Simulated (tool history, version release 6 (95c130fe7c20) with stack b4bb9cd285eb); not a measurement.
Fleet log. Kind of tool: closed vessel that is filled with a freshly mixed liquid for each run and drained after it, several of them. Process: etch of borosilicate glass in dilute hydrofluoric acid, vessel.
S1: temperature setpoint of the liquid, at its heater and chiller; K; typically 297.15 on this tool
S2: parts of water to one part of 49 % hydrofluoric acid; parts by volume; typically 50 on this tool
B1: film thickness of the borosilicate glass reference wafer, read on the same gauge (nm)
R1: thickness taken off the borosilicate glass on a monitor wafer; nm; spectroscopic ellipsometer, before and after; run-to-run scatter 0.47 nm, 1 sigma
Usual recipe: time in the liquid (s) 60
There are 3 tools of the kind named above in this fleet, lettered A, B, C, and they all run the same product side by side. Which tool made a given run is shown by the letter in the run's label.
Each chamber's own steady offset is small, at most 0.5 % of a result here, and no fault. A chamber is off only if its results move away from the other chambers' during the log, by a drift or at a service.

{"run": "1C", "hour": 5.0, "S1": 297.15, "S2": 50, "time in the liquid (s)": 60, "B1": 150.01, "R1": 47.068}
{"run": "2A", "hour": 9.0, "S1": 297.15, "S2": 50, "time in the liquid (s)": 60, "B1": 149.98, "R1": 46.984}
{"run": "3B", "hour": 13.6, "S1": 297.15, "S2": 50, "time in the liquid (s)": 60, "B1": 149.99, "R1": 47.463}
{"run": "4B", "hour": 19.2, "S1": 297.15, "S2": 50, "time in the liquid (s)": 60, "B1": 150.02, "R1": 47.351}
{"run": "5C", "hour": 26.4, "S1": 297.15, "S2": 60, "time in the liquid (s)": 60, "B1": 149.98, "R1": 39.774}
{"run": "6A", "hour": 32.0, "S1": 297.15, "S2": 60, "time in the liquid (s)": 60, "B1": 149.96, "R1": 38.985}
{"run": "7C", "hour": 38.7, "S1": 297.15, "S2": 60, "time in the liquid (s)": 60, "B1": 150.03, "R1": 38.998}
{"run": "8A", "hour": 44.4, "S1": 297.15, "S2": 50, "time in the liquid (s)": 60, "B1": 149.95, "R1": 46.652}
{"run": "9B", "hour": 51.0, "S1": 297.15, "S2": 50, "time in the liquid (s)": 60, "B1": 150.04, "R1": 47.767}
{"run": "10C", "hour": 55.5, "S1": 297.15, "S2": 50, "time in the liquid (s)": 60, "B1": 150.01, "R1": 47.356}
{"run": "11B", "hour": 59.5, "S1": 297.15, "S2": 50, "time in the liquid (s)": 60, "B1": 150.01, "R1": 47.156}
{"run": "12A", "hour": 63.2, "S1": 297.15, "S2": 50, "time in the liquid (s)": 60, "B1": 150.02, "R1": 46.348}
{"run": "13C", "hour": 66.8, "S1": 297.15, "S2": 50, "time in the liquid (s)": 60, "B1": 150.04, "R1": 48}
{"run": "14B", "hour": 70.8, "S1": 297.15, "S2": 50, "time in the liquid (s)": 60, "B1": 150.01, "R1": 47.487}
{"run": "15A", "hour": 76.5, "S1": 297.15, "S2": 50, "time in the liquid (s)": 60, "B1": 149.99, "R1": 47.09}
{"run": "16C", "hour": 83.4, "S1": 297.15, "S2": 40, "time in the liquid (s)": 75, "B1": 150, "R1": 74.485}
{"run": "17B", "hour": 88.9, "S1": 297.15, "S2": 40, "time in the liquid (s)": 75, "B1": 149.98, "R1": 76.724}
{"run": "18A", "hour": 93.2, "S1": 297.15, "S2": 40, "time in the liquid (s)": 75, "B1": 150, "R1": 74.743}
{"run": "19C", "hour": 97.3, "S1": 297.15, "S2": 50, "time in the liquid (s)": 60, "B1": 150, "R1": 47.302}
{"hour": 99.0, "done": "chamber C: thermometer replaced"}
{"run": "20B", "hour": 102.3, "S1": 297.15, "S2": 50, "time in the liquid (s)": 60, "B1": 150.01, "R1": 48.993}
{"run": "21A", "hour": 107.5, "S1": 294.15, "S2": 50, "time in the liquid (s)": 80, "B1": 150, "R1": 55.597}
{"run": "22C", "hour": 111.2, "S1": 294.15, "S2": 50, "time in the liquid (s)": 80, "B1": 149.97, "R1": 57.217}
{"run": "23A", "hour": 118.0, "S1": 294.15, "S2": 50, "time in the liquid (s)": 80, "B1": 149.95, "R1": 55.352}
{"run": "24B", "hour": 125.2, "S1": 297.15, "S2": 50, "time in the liquid (s)": 60, "B1": 150.05, "R1": 50.508}
{"run": "25A", "hour": 129.7, "S1": 297.15, "S2": 50, "time in the liquid (s)": 60, "B1": 149.98, "R1": 46.789}
{"run": "26C", "hour": 136.8, "S1": 297.15, "S2": 50, "time in the liquid (s)": 60, "B1": 150.01, "R1": 48.492}
{"run": "27B", "hour": 140.1, "S1": 297.15, "S2": 50, "time in the liquid (s)": 60, "B1": 149.99, "R1": 51.177}
{"run": "28A", "hour": 143.7, "S1": 297.15, "S2": 50, "time in the liquid (s)": 60, "B1": 150.02, "R1": 46.175}
{"run": "29B", "hour": 148.1, "S1": 299.15, "S2": 50, "time in the liquid (s)": 90, "B1": 150.02, "R1": 83.974}
{"run": "30C", "hour": 152.8, "S1": 299.15, "S2": 50, "time in the liquid (s)": 90, "B1": 150.03, "R1": 78.544}
{"run": "31B", "hour": 157.0, "S1": 299.15, "S2": 50, "time in the liquid (s)": 90, "B1": 150.01, "R1": 86.81}
{"run": "32A", "hour": 161.0, "S1": 297.15, "S2": 50, "time in the liquid (s)": 60, "B1": 149.96, "R1": 47.945}

Does one chamber stand apart from the rest, does the shared gauge drift, or is all well apart from small per-chamber offsets? Give the chamber and the most likely cause, where there is one.

Little by little, chamber B moves away from the other chambers.
What lies behind it: hydrofluoric acid flow above the setpoint (%) = 10.4.
The log may not tell that from: liquid hotter than its thermometer reads (K).

Below are 4 candidate recipes for chamber B's next run, each the usual settings with a change, their results shown as question marks. Which of them brings B's results back in line with what the other chambers give on the usual settings?
Allowed miss from the other chambers' usual-settings mean, per result, to count as in line: R1 1.6 nm
{"run": "33B-1", "hour": 166.2, "S1": 298.15, "S2": 50, "time in the liquid (s)": 60, "R1": "?"}
{"run": "33B-2", "hour": 166.2, "S1": 299.65, "S2": 50, "time in the liquid (s)": 60, "R1": "?"}
{"run": "33B-3", "hour": 166.2, "S1": 297.15, "S2": 55, "time in the liquid (s)": 60, "R1": "?"}
{"run": "33B-4", "hour": 166.2, "S1": 296.15, "S2": 50, "time in the liquid (s)": 60, "R1": "?"}

Mean of the other chambers on the usual settings: R1 47.364 nm
run=33B-1 R1=54.431
run=33B-2 R1=57.91
run=33B-3 R1=47.252
run=33B-4 R1=50.072
33B-3 is the one that brings the chamber's results back in line with the other chambers.
